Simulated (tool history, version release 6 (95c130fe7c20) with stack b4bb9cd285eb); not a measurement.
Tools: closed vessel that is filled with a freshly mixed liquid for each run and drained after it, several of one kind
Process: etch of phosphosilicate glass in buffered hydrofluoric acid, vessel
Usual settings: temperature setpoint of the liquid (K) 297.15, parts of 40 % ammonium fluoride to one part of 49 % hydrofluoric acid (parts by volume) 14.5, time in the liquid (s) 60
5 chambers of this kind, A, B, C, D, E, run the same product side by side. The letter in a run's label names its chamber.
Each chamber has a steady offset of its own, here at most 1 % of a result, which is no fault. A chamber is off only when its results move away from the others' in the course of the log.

| run | hour | temperature setpoint of the liquid (K) | parts of 40 % ammonium fluoride to one part of 49 % hydrofluoric acid (parts by volume) | time in the liquid (s) | read-back film thickness of the phosphosilicate glass reference wafer, read on the same gauge (nm) | thickness taken off the phosphosilicate glass on a monitor wafer (nm) |
|---|---|---|---|---|---|---|
| 1D | 10.8 | 297.15 | 14.5 | 60 | 120.00 | 260.13 |
| 2C | 23.4 | 297.15 | 14.5 | 60 | 120.00 | 261.86 |
|  | 24.9 | chamber A: hydrofluoric acid flow meter replaced |
| 3A | 36.0 | 297.15 | 14.5 | 60 | 120.02 | 261.83 |
| 4E | 46.6 | 297.15 | 14.5 | 60 | 119.99 | 264.33 |
| 5B | 52.6 | 297.15 | 14.5 | 60 | 120.00 | 262.65 |
| 6E | 59.4 | 297.15 | 14.5 | 60 | 120.03 | 263.63 |
| 7D | 67.6 | 297.15 | 14.5 | 60 | 120.02 | 260.08 |
| 8A | 73.9 | 293.15 | 14.5 | 40 | 119.98 | 140.37 |
| 9C | 86.4 | 293.15 | 14.5 | 40 | 119.97 | 140.76 |
| 10B | 96.4 | 293.15 | 14.5 | 40 | 120.00 | 141.41 |
| 11D | 104.4 | 293.15 | 14.5 | 40 | 119.99 | 138.09 |
| 12B | 117.8 | 293.15 | 14.5 | 40 | 120.03 | 141.09 |
| 13C | 129.4 | 297.15 | 14.5 | 60 | 120.02 | 258.32 |
| 14A | 140.7 | 297.15 | 14.5 | 60 | 120.00 | 260.86 |
| 15E | 147.0 | 297.15 | 14.5 | 60 | 119.99 | 252.06 |
| 16A | 154.0 | 297.15 | 14.5 | 60 | 119.98 | 257.98 |
| 17E | 160.9 | 297.15 | 14.5 | 60 | 120.02 | 250.61 |
| 18D | 174.2 | 297.15 | 14.5 | 60 | 120.01 | 261.26 |
| 19B | 182.4 | 297.15 | 14.5 | 60 | 119.97 | 260.79 |
| 20C | 192.7 | 297.15 | 14.5 | 60 | 119.98 | 263.13 |
| 21D | 201.5 | 297.15 | 14.5 | 60 | 120.00 | 257.32 |
| 22E | 211.0 | 297.15 | 14.5 | 60 | 120.02 | 248.30 |
| 23A | 222.5 | 297.15 | 19.0 | 85 | 120.02 | 284.44 |
| 24B | 235.1 | 297.15 | 19.0 | 85 | 119.98 | 283.69 |
| 25C | 242.8 | 297.15 | 19.0 | 85 | 119.99 | 285.86 |
| 26B | 251.4 | 297.15 | 19.0 | 85 | 120.01 | 280.98 |
|  | 254.3 | chamber D: hydrofluoric acid flow meter replaced |
| 27C | 259.6 | 297.15 | 19.0 | 85 | 119.97 | 283.01 |
| 28A | 265.7 | 297.15 | 12.5 | 35 | 120.03 | 176.92 |
| 29D | 277.1 | 297.15 | 12.5 | 35 | 120.03 | 174.07 |
| 30E | 283.3 | 297.15 | 12.5 | 35 | 120.00 | 160.49 |
| 31E | 296.1 | 297.15 | 12.5 | 35 | 120.01 | 161.33 |
| 32D | 304.9 | 297.15 | 12.5 | 35 | 120.01 | 173.87 |

What goes on in this fleet: one chamber off, a drifting gauge, or nothing beyond the chambers' own small offsets? Name the chamber and the cause, if any.

Chamber E drifts away from the others.
Cause: liquid colder than its thermometer reads (K) = 1.89.
The log may not tell that from: hydrofluoric acid flow below the setpoint (%).

Here are 4 candidates for chamber E's next run, each the usual settings with a change, their results left as question marks. Which one brings its results back in line with what the others give on the usual settings?
In line means no further than this from the other chambers' mean on the usual settings: thickness taken off the phosphosilicate glass on a monitor wafer (nm) 8.50
| 33E-1 | 314.8 | 300.65 | 14.5 | 60 |  | ? |
| 33E-2 | 314.8 | 297.65 | 13.5 | 60 |  | ? |
| 33E-3 | 314.8 | 296.65 | 14.5 | 50 |  | ? |
| 33E-4 | 314.8 | 295.15 | 14.5 | 60 |  | ? |

The other chambers' mean on the usual settings: thickness taken off the phosphosilicate glass on a monitor wafer (nm) 261.56
| run | thickness taken off the phosphosilicate glass on a monitor wafer (nm) |
|---|---|
| 33E-1 | 286.45 |
| 33E-2 | 260.93 |
| 33E-3 | 191.55 |
| 33E-4 | 211.42 |
33E-2 brings the chamber back in line.
